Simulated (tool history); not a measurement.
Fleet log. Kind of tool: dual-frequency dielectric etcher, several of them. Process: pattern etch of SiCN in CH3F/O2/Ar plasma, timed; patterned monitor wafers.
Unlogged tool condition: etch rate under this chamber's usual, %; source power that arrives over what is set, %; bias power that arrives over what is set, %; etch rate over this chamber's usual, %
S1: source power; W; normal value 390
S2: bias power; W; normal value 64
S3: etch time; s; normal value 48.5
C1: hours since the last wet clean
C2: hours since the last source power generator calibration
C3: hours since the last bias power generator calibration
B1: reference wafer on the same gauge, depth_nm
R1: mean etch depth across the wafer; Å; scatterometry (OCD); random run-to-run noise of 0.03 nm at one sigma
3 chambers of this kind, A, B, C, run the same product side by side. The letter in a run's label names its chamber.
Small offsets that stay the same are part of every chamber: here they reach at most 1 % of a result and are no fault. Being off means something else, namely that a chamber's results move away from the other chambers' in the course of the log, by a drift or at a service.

run	hour	S1	S2	S3	C1	C2	C3	B1	R1
1C	15.6	390	64	48.5	311.7	101.0	2147.8	14.909	173.57
2B	23.7	390	64	48.5	353.2	1697.4	4303.5	14.907	172.57
3A	39.1	390	64	48.5	367.9	475.9	777.5	14.912	174.48
4A	51.4	390	64	48.5	380.2	488.2	789.8	14.916	173.97
5C	60.7	390	64	59.0	356.8	146.1	2192.9	14.920	211.25
6B	73.5	390	64	59.0	403.0	1747.2	4353.3	14.925	210.04
7B	82.0	390	64	59.0	411.5	1755.7	4361.8	14.919	210.05
# hour 90.4: chamber A: wet clean of the chamber
8C	94.9	390	74	40.0	391.0	180.3	2227.1	14.928	151.13
9A	110.3	390	74	40.0	19.9	547.1	848.7	14.928	151.51
# hour 116.3: chamber C: wet clean of the chamber
10A	118.3	390	74	40.0	27.9	555.1	856.7	14.934	151.57
11B	128.3	390	64	48.5	457.8	1802.0	4408.1	14.930	172.87
12C	139.7	390	64	48.5	23.4	225.1	2271.9	14.942	174.23
# hour 148.3: chamber B: wet clean of the chamber
13B	153.5	390	64	48.5	5.2	1827.2	4433.3	14.953	172.88
14A	167.5	440	70	48.5	77.1	604.3	905.9	14.942	188.64
15C	181.6	440	70	48.5	65.3	267.0	2313.8	14.950	188.19
16C	194.7	440	70	48.5	78.4	280.1	2326.9	14.959	188.77
17A	207.8	390	64	48.5	117.4	644.6	946.2	14.959	175.00
18B	223.3	390	64	48.5	75.0	1897.0	4503.1	14.970	173.07
19B	230.5	390	64	48.5	82.2	1904.2	4510.3	14.969	172.66
20C	238.2	390	64	48.5	121.9	323.6	2370.4	14.967	174.85
21A	254.3	390	64	48.5	163.9	691.1	992.7	14.979	175.34
22B	265.1	390	64	48.5	116.8	1938.8	4544.9	14.976	173.06
23A	280.0	390	64	48.5	189.6	716.8	1018.4	14.982	174.85
24C	295.3	390	64	48.5	179.0	380.7	2427.5	14.989	175.19
25B	309.8	390	64	48.5	161.5	1983.5	4589.6	14.991	173.04
26C	324.5	480	64	43.5	208.2	409.9	2456.7	14.998	169.80
27A	332.6	480	64	43.5	242.2	769.4	1071.0	14.997	169.51
28C	342.5	480	64	43.5	226.2	427.9	2474.7	15.003	169.79
29A	356.7	390	64	48.5	266.3	793.5	1095.1	15.008	175.31

Is one chamber off against the others, does the gauge drift, or is nothing wrong? If a chamber is off, say which, and what the likeliest cause is.

It is the gauge, not a chamber: its drift shows up in every chamber's results at once, and no chamber is off.
Most likely cause: gauge reads high (%) = 0.715.

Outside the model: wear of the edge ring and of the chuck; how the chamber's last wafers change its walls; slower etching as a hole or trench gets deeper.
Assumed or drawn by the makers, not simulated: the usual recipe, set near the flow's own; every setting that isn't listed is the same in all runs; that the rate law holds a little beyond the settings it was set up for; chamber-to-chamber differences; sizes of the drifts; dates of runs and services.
